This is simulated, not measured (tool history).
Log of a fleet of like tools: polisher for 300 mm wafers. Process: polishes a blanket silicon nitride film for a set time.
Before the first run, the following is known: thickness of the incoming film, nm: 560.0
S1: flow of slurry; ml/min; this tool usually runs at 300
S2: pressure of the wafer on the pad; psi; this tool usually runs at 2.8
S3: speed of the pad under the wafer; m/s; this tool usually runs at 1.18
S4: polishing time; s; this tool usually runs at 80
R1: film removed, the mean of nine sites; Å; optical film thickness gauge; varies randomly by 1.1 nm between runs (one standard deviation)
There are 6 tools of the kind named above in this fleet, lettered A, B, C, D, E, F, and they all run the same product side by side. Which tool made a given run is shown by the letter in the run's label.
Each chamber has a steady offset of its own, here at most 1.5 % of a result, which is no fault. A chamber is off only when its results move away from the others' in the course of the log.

{"run": "1D", "hour": 8.5, "S1": 300, "S2": 2.8, "S3": 1.18, "S4": 80, "R1": 1214.4}
{"run": "2A", "hour": 17.3, "S1": 300, "S2": 2.8, "S3": 1.18, "S4": 80, "R1": 1218.0}
{"hour": 19.5, "done": "chamber C: slurry nozzle cleaned"}
{"hour": 20.3, "done": "chamber A: worn pad replaced by a new one"}
{"run": "3C", "hour": 24.8, "S1": 300, "S2": 2.8, "S3": 1.18, "S4": 80, "R1": 1228.0}
{"hour": 25.9, "done": "chamber E: worn pad replaced by a new one"}
{"run": "4B", "hour": 33.1, "S1": 300, "S2": 2.8, "S3": 1.18, "S4": 80, "R1": 1226.0}
{"hour": 40.6, "done": "chamber E: slurry nozzle cleaned"}
{"hour": 41.9, "done": "chamber C: worn pad replaced by a new one"}
{"run": "5F", "hour": 41.9, "S1": 300, "S2": 2.8, "S3": 1.18, "S4": 80, "R1": 1210.5}
{"run": "6E", "hour": 48.3, "S1": 300, "S2": 2.8, "S3": 1.18, "S4": 80, "R1": 1205.6}
{"hour": 48.9, "done": "chamber A: slurry nozzle cleaned"}
{"run": "7D", "hour": 54.4, "S1": 300, "S2": 2.8, "S3": 1.18, "S4": 80, "R1": 1218.0}
{"hour": 55.2, "done": "chamber D: worn pad replaced by a new one"}
{"hour": 56.3, "done": "chamber B: worn pad replaced by a new one"}
{"run": "8E", "hour": 58.7, "S1": 300, "S2": 2.8, "S3": 1.18, "S4": 80, "R1": 1210.1}
{"run": "9A", "hour": 63.5, "S1": 300, "S2": 2.8, "S3": 0.94, "S4": 80, "R1": 1026.4}
{"run": "10C", "hour": 68.1, "S1": 300, "S2": 2.8, "S3": 0.94, "S4": 80, "R1": 1000.1}
{"run": "11F", "hour": 74.6, "S1": 300, "S2": 2.8, "S3": 0.94, "S4": 80, "R1": 1011.5}
{"hour": 76.4, "done": "chamber F: worn pad replaced by a new one"}
{"run": "12B", "hour": 80.2, "S1": 300, "S2": 2.8, "S3": 0.94, "S4": 80, "R1": 1012.3}
{"run": "13B", "hour": 86.5, "S1": 300, "S2": 2.8, "S3": 0.94, "S4": 80, "R1": 1006.6}
{"run": "14C", "hour": 94.7, "S1": 300, "S2": 2.8, "S3": 0.94, "S4": 80, "R1": 999.65}
{"run": "15F", "hour": 100.2, "S1": 300, "S2": 2.8, "S3": 1.18, "S4": 80, "R1": 1202.7}
{"hour": 102.4, "done": "chamber F: head pressure recalibrated"}
{"run": "16E", "hour": 106.9, "S1": 300, "S2": 2.8, "S3": 1.18, "S4": 80, "R1": 1195.4}
{"hour": 108.8, "done": "chamber D: head pressure recalibrated"}
{"hour": 110.2, "done": "chamber C: worn pad replaced by a new one"}
{"run": "17A", "hour": 112.4, "S1": 300, "S2": 2.8, "S3": 1.18, "S4": 80, "R1": 1239.1}
{"hour": 120.2, "done": "chamber D: slurry nozzle cleaned"}
{"run": "18D", "hour": 121.0, "S1": 300, "S2": 2.8, "S3": 1.18, "S4": 80, "R1": 1108.2}
{"hour": 122.5, "done": "chamber B: worn pad replaced by a new one"}
{"run": "19C", "hour": 126.9, "S1": 300, "S2": 2.8, "S3": 1.18, "S4": 80, "R1": 1221.7}
{"run": "20D", "hour": 132.7, "S1": 300, "S2": 2.8, "S3": 1.18, "S4": 80, "R1": 1102.9}
{"run": "21B", "hour": 136.8, "S1": 300, "S2": 2.8, "S3": 1.18, "S4": 80, "R1": 1211.6}
{"hour": 141.9, "done": "chamber F: worn pad replaced by a new one"}
{"run": "22F", "hour": 145.5, "S1": 300, "S2": 2.8, "S3": 1.18, "S4": 80, "R1": 1214.1}
{"run": "23A", "hour": 151.5, "S1": 300, "S2": 2.8, "S3": 1.18, "S4": 80, "R1": 1236.5}
{"hour": 152.3, "done": "chamber A: worn pad replaced by a new one"}
{"hour": 152.3, "done": "chamber D: worn pad replaced by a new one"}
{"run": "24E", "hour": 157.1, "S1": 300, "S2": 2.8, "S3": 1.18, "S4": 80, "R1": 1205.2}
{"run": "25A", "hour": 164.8, "S1": 300, "S2": 2.4, "S3": 1.18, "S4": 80, "R1": 1058.2}
{"hour": 166.1, "done": "chamber B: slurry nozzle cleaned"}
{"run": "26B", "hour": 169.5, "S1": 300, "S2": 2.4, "S3": 1.18, "S4": 80, "R1": 1042.1}
{"hour": 177.9, "done": "chamber C: worn pad replaced by a new one"}
{"run": "27D", "hour": 178.0, "S1": 300, "S2": 2.4, "S3": 1.18, "S4": 80, "R1": 944.07}
{"run": "28F", "hour": 185.1, "S1": 300, "S2": 2.4, "S3": 1.18, "S4": 80, "R1": 1024.5}
{"run": "29C", "hour": 189.9, "S1": 300, "S2": 2.4, "S3": 1.18, "S4": 80, "R1": 1044.4}
{"hour": 190.8, "done": "chamber B: worn pad replaced by a new one"}
{"run": "30E", "hour": 195.5, "S1": 300, "S2": 2.4, "S3": 1.18, "S4": 80, "R1": 1039.5}
{"run": "31D", "hour": 203.5, "S1": 300, "S2": 2.8, "S3": 1.18, "S4": 80, "R1": 1104.9}
{"hour": 204.0, "done": "chamber E: worn pad replaced by a new one"}
{"hour": 205.1, "done": "chamber F: worn pad replaced by a new one"}
{"run": "32C", "hour": 209.3, "S1": 300, "S2": 2.8, "S3": 1.18, "S4": 80, "R1": 1199.2}
{"run": "33E", "hour": 214.2, "S1": 300, "S2": 2.8, "S3": 1.18, "S4": 80, "R1": 1193.9}
{"run": "34B", "hour": 222.1, "S1": 300, "S2": 3.6, "S3": 1.18, "S4": 80, "R1": 1589.9}
{"run": "35F", "hour": 230.6, "S1": 300, "S2": 3.6, "S3": 1.18, "S4": 80, "R1": 1545.8}
{"run": "36A", "hour": 234.9, "S1": 300, "S2": 3.6, "S3": 1.18, "S4": 80, "R1": 1592.0}
{"run": "37F", "hour": 239.1, "S1": 300, "S2": 3.6, "S3": 1.18, "S4": 80, "R1": 1535.0}
{"hour": 243.7, "done": "chamber C: worn pad replaced by a new one"}
{"run": "38B", "hour": 246.9, "S1": 300, "S2": 3.6, "S3": 1.18, "S4": 80, "R1": 1573.4}
{"run": "39E", "hour": 255.3, "S1": 300, "S2": 3.6, "S3": 1.18, "S4": 80, "R1": 1550.5}
{"hour": 256.4, "done": "chamber D: worn pad replaced by a new one"}
{"run": "40C", "hour": 259.8, "S1": 300, "S2": 2.8, "S3": 1.18, "S4": 80, "R1": 1201.0}
{"run": "41A", "hour": 267.2, "S1": 300, "S2": 2.8, "S3": 1.18, "S4": 80, "R1": 1213.4}
{"run": "42D", "hour": 272.8, "S1": 300, "S2": 2.8, "S3": 1.18, "S4": 80, "R1": 1118.8}
{"run": "43D", "hour": 279.2, "S1": 300, "S2": 2.8, "S3": 1.18, "S4": 80, "R1": 1117.7}

The same settings go to every chamber for the next run, one line per chamber below. Forecast the results for each:
{"run": "44A", "hour": 285.9, "S1": 385, "S2": 2.8, "S3": 1.18, "S4": 80, "R1": "?"}
{"run": "44B", "hour": 285.9, "S1": 385, "S2": 2.8, "S3": 1.18, "S4": 80, "R1": "?"}
{"run": "44C", "hour": 285.9, "S1": 385, "S2": 2.8, "S3": 1.18, "S4": 80, "R1": "?"}
{"run": "44D", "hour": 285.9, "S1": 385, "S2": 2.8, "S3": 1.18, "S4": 80, "R1": "?"}
{"run": "44E", "hour": 285.9, "S1": 385, "S2": 2.8, "S3": 1.18, "S4": 80, "R1": "?"}
{"run": "44F", "hour": 285.9, "S1": 385, "S2": 2.8, "S3": 1.18, "S4": 80, "R1": "?"}

run=44A R1=1260.20
run=44B R1=1242.10
run=44C R1=1245.30
run=44D R1=1138.80
run=44E R1=1236.60
run=44F R1=1224.60

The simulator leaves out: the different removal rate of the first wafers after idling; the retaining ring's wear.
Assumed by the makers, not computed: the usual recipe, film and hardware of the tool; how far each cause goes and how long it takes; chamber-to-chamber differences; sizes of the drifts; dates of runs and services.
